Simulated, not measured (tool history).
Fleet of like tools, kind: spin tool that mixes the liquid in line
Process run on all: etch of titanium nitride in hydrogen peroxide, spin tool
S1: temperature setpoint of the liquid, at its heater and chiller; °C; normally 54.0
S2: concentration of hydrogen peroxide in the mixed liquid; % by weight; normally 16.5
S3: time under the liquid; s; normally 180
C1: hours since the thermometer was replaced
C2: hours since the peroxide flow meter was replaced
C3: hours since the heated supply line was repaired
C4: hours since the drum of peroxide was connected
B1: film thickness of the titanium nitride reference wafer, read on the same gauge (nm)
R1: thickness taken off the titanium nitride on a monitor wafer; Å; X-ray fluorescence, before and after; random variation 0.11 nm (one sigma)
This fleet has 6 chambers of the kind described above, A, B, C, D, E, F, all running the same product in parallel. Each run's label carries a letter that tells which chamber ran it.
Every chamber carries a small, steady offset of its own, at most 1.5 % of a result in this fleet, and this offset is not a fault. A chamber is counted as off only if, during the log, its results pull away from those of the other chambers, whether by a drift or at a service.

run,day,S1,S2,S3,C1,C2,C3,C4,B1,R1
1F,0.288,54.0,16.5,180,412.2,1208.6,1038.4,16.1,100.020,116.560
2A,0.546,54.0,16.5,180,434.2,128.7,1671.0,206.8,100.020,115.010
3B,0.779,54.0,16.5,180,594.7,80.3,1602.9,921.5,100.020,115.040
4C,1.221,54.0,16.5,180,1427.7,83.0,578.4,598.8,100.040,116.550
# day 1.417: chamber D: new drum of peroxide connected
5D,1.479,54.0,16.5,180,1229.5,235.2,1346.1,1.5,100.010,114.610
6E,1.738,54.0,16.5,80,799.4,130.2,2314.3,1095.3,99.997,51.284
7B,2.021,54.0,16.5,80,624.5,110.1,1632.7,951.3,99.962,51.225
8C,2.467,54.0,16.5,80,1457.6,112.9,608.3,628.7,100.010,52.360
9A,2.712,54.0,16.5,80,486.2,180.7,1723.0,258.8,100.020,51.085
10F,2.933,54.0,16.5,80,475.7,1272.1,1101.9,79.6,100.010,52.301
11E,3.179,54.0,16.5,80,834.0,164.8,2348.9,1129.9,99.977,51.184
12D,3.662,54.0,16.5,180,1281.9,287.6,1398.5,53.9,99.995,115.110
13D,4.079,54.0,16.5,180,1291.9,297.6,1408.5,63.9,100.020,116.480
14E,4.358,54.0,16.5,180,862.3,193.1,2377.2,1158.2,99.993,113.410
15F,4.604,54.0,16.5,180,515.8,1312.2,1142.0,119.7,99.956,115.290
# day 4.946: chamber C: new drum of peroxide connected
16B,4.988,54.0,16.5,180,695.7,181.3,1703.9,1022.5,99.957,115.870
17A,5.321,48.5,15.0,180,548.8,243.3,1785.6,321.4,100.010,76.353
# day 5.621: chamber C: thermometer replaced
18C,5.775,48.5,15.0,180,3.8,192.3,687.7,20.0,99.998,75.577
19D,6.208,48.5,15.0,180,1343.0,348.7,1459.6,115.0,99.973,76.549
20A,6.567,48.5,15.0,180,578.7,273.2,1815.5,351.3,100.030,76.483
21B,6.888,48.5,15.0,180,741.3,226.9,1749.5,1068.1,100.020,74.591
22F,7.250,48.5,15.0,180,579.3,1375.7,1205.5,183.2,100.000,75.868
23C,7.708,54.0,16.5,180,50.2,238.7,734.1,66.4,100.020,117.640
24E,8.008,54.0,16.5,180,949.9,280.7,2464.8,1245.8,100.010,115.030
25A,8.417,54.0,16.5,180,623.1,317.6,1859.9,395.7,100.040,115.570
# day 8.546: chamber A: heated supply line repaired
26F,8.717,54.0,16.5,180,614.5,1410.9,1240.7,218.4,100.020,116.300
27C,9.058,54.0,16.5,180,82.6,271.1,766.5,98.8,100.010,118.530
28B,9.446,54.0,16.5,180,802.7,288.3,1810.9,1129.5,100.040,106.650
29E,9.879,54.0,13.0,180,994.8,325.6,2509.7,1290.7,99.956,109.440
30D,10.362,54.0,13.0,180,1442.7,448.4,1559.3,214.7,99.983,110.650
31D,10.829,54.0,13.0,180,1453.9,459.6,1570.5,225.9,99.995,113.270
32B,11.321,54.0,13.0,180,847.7,333.3,1855.9,1174.5,99.987,101.760
33C,11.633,54.0,13.0,180,144.4,332.9,828.3,160.6,99.986,111.560
# day 12.100: chamber E: thermometer replaced
34A,12.121,54.0,13.0,180,712.0,406.5,85.8,484.6,100.010,110.520
35F,12.479,54.0,16.5,180,704.8,1501.2,1331.0,308.7,99.997,116.590
36E,12.871,54.0,16.5,180,18.5,397.4,2581.5,1362.5,99.998,115.430
37C,13.358,54.0,16.5,180,185.8,374.3,869.7,202.0,99.997,116.090

One chamber off, gauge drift, or nothing amiss beyond the chambers' own small offsets? If it is a chamber, which one, and what is the likeliest cause?

It is chamber B that slowly wanders off from its peers.
Most likely cause: liquid colder than its thermometer reads (K) = 1.71.
It could be hard to tell apart here from: temperature lost on the way to the wafer (K).

Here are 4 candidates for chamber B's next run, each the usual settings with a change, their results left as question marks. Which one brings its results back in line with what the others give on the usual settings?
A result is in line if it is within this distance of the other chambers' mean on the usual settings: R1 3.700 Å
38B-1,13.717,54.0,16.5,205,,,,,,?
38B-2,13.717,53.0,16.5,170,,,,,,?
38B-3,13.717,54.0,20.0,180,,,,,,?
38B-4,13.717,53.5,16.5,180,,,,,,?

Usual-settings mean across the other chambers: R1 115.800 Å
run,R1
38B-1,116.150
38B-2,89.742
38B-3,106.190
38B-4,98.412
The answer is 38B-1, which returns the chamber to within the allowed miss of the others.
